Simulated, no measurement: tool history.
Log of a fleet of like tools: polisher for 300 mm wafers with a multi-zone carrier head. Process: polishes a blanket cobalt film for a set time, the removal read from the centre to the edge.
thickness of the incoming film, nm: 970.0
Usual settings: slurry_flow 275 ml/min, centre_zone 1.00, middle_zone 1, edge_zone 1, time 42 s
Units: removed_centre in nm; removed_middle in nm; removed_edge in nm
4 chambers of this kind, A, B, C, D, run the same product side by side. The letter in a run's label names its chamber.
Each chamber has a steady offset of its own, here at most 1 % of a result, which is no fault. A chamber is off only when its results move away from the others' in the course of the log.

| run | day | slurry_flow | centre_zone | middle_zone | edge_zone | time | removed_centre | removed_middle | removed_edge |
|---|---|---|---|---|---|---|---|---|---|
| 1D | 0.292 | 275 | 1.00 | 1 | 1 | 42 | 141.06 | 140.46 | 140.40 |
| 2B | 0.612 | 275 | 1.00 | 1 | 1 | 42 | 139.04 | 139.94 | 139.65 |
| 3C | 0.779 | 275 | 1.00 | 1 | 1 | 42 | 140.75 | 140.85 | 143.88 |
| 4A | 0.975 | 275 | 1.00 | 1 | 1 | 42 | 139.98 | 142.13 | 143.48 |
| 5A | 1.304 | 275 | 1.00 | 1 | 1 | 42 | 143.33 | 141.70 | 145.29 |
|  | 1.500 | chamber A: edge zone pressure recalibrated |
| 6B | 1.588 | 275 | 1.00 | 1 | 1 | 42 | 143.55 | 143.32 | 144.07 |
|  | 1.654 | chamber D: worn pad replaced by a new one |
| 7C | 1.842 | 275 | 1.00 | 1 | 1 | 42 | 142.56 | 140.89 | 141.57 |
| 8D | 2.012 | 275 | 1.00 | 1 | 1 | 42 | 139.20 | 139.13 | 142.44 |
| 9B | 2.192 | 275 | 1.00 | 1 | 1 | 42 | 140.76 | 141.23 | 143.78 |
|  | 2.204 | chamber D: slurry nozzle cleaned |
| 10C | 2.342 | 275 | 1.04 | 1 | 1 | 42 | 145.66 | 140.72 | 142.37 |
| 11D | 2.533 | 275 | 1.04 | 1 | 1 | 42 | 148.02 | 141.28 | 141.45 |
| 12A | 2.792 | 275 | 1.04 | 1 | 1 | 42 | 154.57 | 141.83 | 142.55 |
|  | 2.800 | chamber B: worn pad replaced by a new one |
| 13D | 3.100 | 275 | 1.04 | 1 | 1 | 42 | 149.95 | 139.78 | 143.24 |
| 14C | 3.321 | 275 | 1.00 | 1 | 1 | 42 | 143.55 | 144.12 | 145.37 |
|  | 3.458 | chamber A: worn pad replaced by a new one |
|  | 3.546 | chamber C: worn pad replaced by a new one |
| 15A | 3.596 | 275 | 1.00 | 1 | 1 | 42 | 142.54 | 139.79 | 142.08 |
| 16B | 3.858 | 275 | 1.00 | 1 | 1 | 42 | 141.10 | 139.07 | 140.66 |
| 17D | 4.183 | 275 | 1.00 | 1 | 1 | 42 | 142.22 | 138.18 | 142.13 |
| 18A | 4.396 | 275 | 1.00 | 1 | 1 | 31 | 109.26 | 104.33 | 105.05 |
| 19B | 4.629 | 275 | 1.00 | 1 | 1 | 31 | 105.75 | 105.23 | 104.59 |
| 20C | 4.962 | 275 | 1.00 | 1 | 1 | 31 | 102.90 | 104.57 | 104.43 |
|  | 4.979 | chamber D: edge zone pressure recalibrated |
|  | 5.150 | chamber D: worn pad replaced by a new one |
| 21B | 5.283 | 275 | 1.00 | 1 | 1 | 31 | 107.01 | 103.70 | 106.51 |
| 22C | 5.571 | 275 | 1.00 | 1 | 1 | 42 | 143.00 | 141.33 | 140.69 |
| 23D | 5.800 | 275 | 1.00 | 1 | 1 | 42 | 140.51 | 140.86 | 141.49 |
| 24A | 6.121 | 275 | 1.00 | 1 | 1 | 42 | 152.05 | 138.84 | 144.34 |
| 25D | 6.267 | 275 | 1.00 | 1 | 1 | 42 | 139.72 | 143.20 | 143.26 |
| 26C | 6.588 | 275 | 1.00 | 1 | 1 | 42 | 139.74 | 141.44 | 145.24 |
| 27A | 6.754 | 275 | 1.00 | 1 | 1 | 42 | 155.56 | 141.96 | 139.44 |
| 28B | 6.967 | 275 | 1.00 | 1 | 1 | 42 | 141.90 | 141.81 | 142.03 |
|  | 7.000 | chamber A: slurry nozzle cleaned |
| 29B | 7.200 | 275 | 1.00 | 1 | 1 | 42 | 142.58 | 140.15 | 143.73 |
| 30D | 7.500 | 275 | 1.00 | 1 | 1 | 42 | 140.38 | 141.93 | 143.67 |
| 31A | 7.650 | 275 | 1.00 | 1 | 1 | 42 | 154.75 | 140.21 | 141.73 |
|  | 7.704 | chamber D: centre zone pressure recalibrated |
| 32C | 7.862 | 275 | 1.00 | 1 | 1 | 42 | 140.76 | 140.97 | 140.62 |
|  | 8.154 | chamber B: worn pad replaced by a new one |
| 33C | 8.175 | 275 | 1.00 | 1 | 1 | 42 | 141.85 | 143.53 | 143.71 |
| 34B | 8.354 | 275 | 1.00 | 1 | 1 | 42 | 140.88 | 140.23 | 142.85 |
|  | 8.450 | chamber D: worn pad replaced by a new one |
| 35D | 8.588 | 275 | 1.00 | 1 | 1 | 42 | 139.30 | 139.85 | 141.84 |
| 36A | 8.900 | 275 | 1.00 | 1 | 1 | 42 | 160.18 | 143.36 | 142.62 |

Next, every chamber runs the same settings. What will each give?
| 37A | 9.142 | 275 | 1.00 | 1 | 1 | 42 | ? | ? | ? |
| 37B | 9.142 | 275 | 1.00 | 1 | 1 | 42 | ? | ? | ? |
| 37C | 9.142 | 275 | 1.00 | 1 | 1 | 42 | ? | ? | ? |
| 37D | 9.142 | 275 | 1.00 | 1 | 1 | 42 | ? | ? | ? |

| run | removed_centre | removed_middle | removed_edge |
|---|---|---|---|
| 37A | 158.18 | 141.83 | 142.51 |
| 37B | 140.48 | 139.07 | 141.83 |
| 37C | 140.28 | 139.45 | 141.61 |
| 37D | 139.82 | 141.76 | 142.22 |
